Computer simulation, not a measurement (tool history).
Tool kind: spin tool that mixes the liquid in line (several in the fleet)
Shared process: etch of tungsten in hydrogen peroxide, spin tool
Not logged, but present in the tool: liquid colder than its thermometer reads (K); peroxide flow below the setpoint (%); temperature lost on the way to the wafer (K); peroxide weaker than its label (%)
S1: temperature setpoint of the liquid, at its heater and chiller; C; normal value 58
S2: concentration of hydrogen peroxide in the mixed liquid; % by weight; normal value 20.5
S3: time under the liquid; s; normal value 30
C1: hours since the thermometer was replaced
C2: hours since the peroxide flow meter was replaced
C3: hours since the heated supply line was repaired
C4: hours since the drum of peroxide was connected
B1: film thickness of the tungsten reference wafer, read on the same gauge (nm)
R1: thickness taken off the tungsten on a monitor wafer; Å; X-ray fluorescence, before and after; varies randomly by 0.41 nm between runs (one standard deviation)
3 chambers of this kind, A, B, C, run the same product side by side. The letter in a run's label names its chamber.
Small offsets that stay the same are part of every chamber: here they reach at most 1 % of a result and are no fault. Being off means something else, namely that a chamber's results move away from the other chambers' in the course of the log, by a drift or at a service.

run	hour	S1	S2	S3	C1	C2	C3	C4	B1	R1
1A	8.6	58	20.5	30	572.3	952.4	955.1	705.0	149.99	597.63
2B	23.5	58	20.5	30	2327.1	28.7	1032.1	68.1	150.02	601.05
3C	37.1	58	20.5	30	1139.9	2080.6	1287.6	37.9	150.03	589.90
4A	48.5	58	20.5	30	612.2	992.3	995.0	744.9	149.99	601.36
5C	63.0	58	20.5	30	1165.8	2106.5	1313.5	63.8	150.00	597.45
6B	70.0	58	20.5	30	2373.6	75.2	1078.6	114.6	150.01	595.24
7A	78.2	58	18.0	45	641.9	1022.0	1024.7	774.6	150.02	847.78
8B	91.2	58	18.0	45	2394.8	96.4	1099.8	135.8	149.98	835.60
# hour 94.5: chamber A: thermometer replaced
9C	105.8	58	18.0	45	1208.6	2149.3	1356.3	106.6	149.97	832.44
10C	120.5	58	20.5	30	1223.3	2164.0	1371.0	121.3	150.01	588.80
11B	130.6	58	20.5	30	2434.2	135.8	1139.2	175.2	149.99	596.59
12A	139.3	58	20.5	30	44.9	1083.1	1085.8	835.7	150.01	594.50
13B	151.3	58	20.5	15	2454.9	156.5	1159.9	195.9	149.99	300.71
14C	161.1	58	20.5	15	1263.9	2204.6	1411.6	161.9	149.98	296.30
15A	169.5	58	20.5	15	75.1	1113.3	1116.0	865.9	149.99	299.35
# hour 171.9: chamber C: heated supply line repaired
16C	181.2	58	20.5	30	1284.0	2224.7	9.4	182.0	150.01	584.07
17B	194.0	58	20.5	30	2497.6	199.2	1202.6	238.6	150.02	598.63
18A	207.3	58	20.5	30	112.9	1151.1	1153.8	903.7	149.97	601.02
19C	220.1	58	20.5	30	1322.9	2263.6	48.3	220.9	149.99	601.65
20A	230.0	58	20.5	30	135.6	1173.8	1176.5	926.4	150.04	605.52
# hour 236.9: chamber C: thermometer replaced
21B	237.4	58	20.5	30	2541.0	242.6	1246.0	282.0	149.98	593.99
# hour 242.5: chamber C: peroxide flow meter replaced
22C	251.3	58	20.5	30	14.4	8.9	79.5	252.1	149.98	581.59
23A	260.0	58	20.5	30	165.6	1203.8	1206.5	956.4	150.03	600.22
24B	270.7	58	20.5	30	2574.3	275.9	1279.3	315.3	150.00	593.18
25C	283.9	58	20.5	30	47.0	41.5	112.1	284.7	150.02	593.59
26A	297.2	58	20.5	30	202.8	1241.0	1243.7	993.6	150.04	596.44
27B	310.8	58	20.5	30	2614.4	316.0	1319.4	355.4	149.97	596.77
# hour 314.5: chamber B: thermometer replaced
# hour 316.0: chamber A: new drum of peroxide connected
28A	318.8	61	20.5	30	224.4	1262.6	1265.3	2.9	150.00	717.02
29C	325.9	61	20.5	30	89.0	83.5	154.1	326.7	150.02	699.44
30B	332.4	61	20.5	30	18.0	337.6	1341.0	377.0	150.04	716.24
31B	345.6	58	20.5	30	31.2	350.8	1354.2	390.2	149.98	596.90
32A	358.8	58	20.5	30	264.4	1302.6	1305.3	42.9	150.02	599.74
33C	370.4	58	20.5	30	133.5	128.0	198.6	371.2	149.97	596.19
34B	377.8	58	20.5	30	63.4	383.0	1386.4	422.4	150.02	597.27
35C	385.1	58	20.5	30	148.2	142.7	213.3	385.9	150.02	591.11
36A	399.2	58	20.5	30	304.8	1343.0	1345.7	83.3	149.98	599.43

Decide between three cases: one chamber stands off from its peers, the gauge reading all wafers drifts, or nothing is wrong past each chamber's small offset. Where a chamber is off, say which and what most likely put it there.

The fleet is healthy, with each chamber sitting at its usual small offset and no drift in the gauge.

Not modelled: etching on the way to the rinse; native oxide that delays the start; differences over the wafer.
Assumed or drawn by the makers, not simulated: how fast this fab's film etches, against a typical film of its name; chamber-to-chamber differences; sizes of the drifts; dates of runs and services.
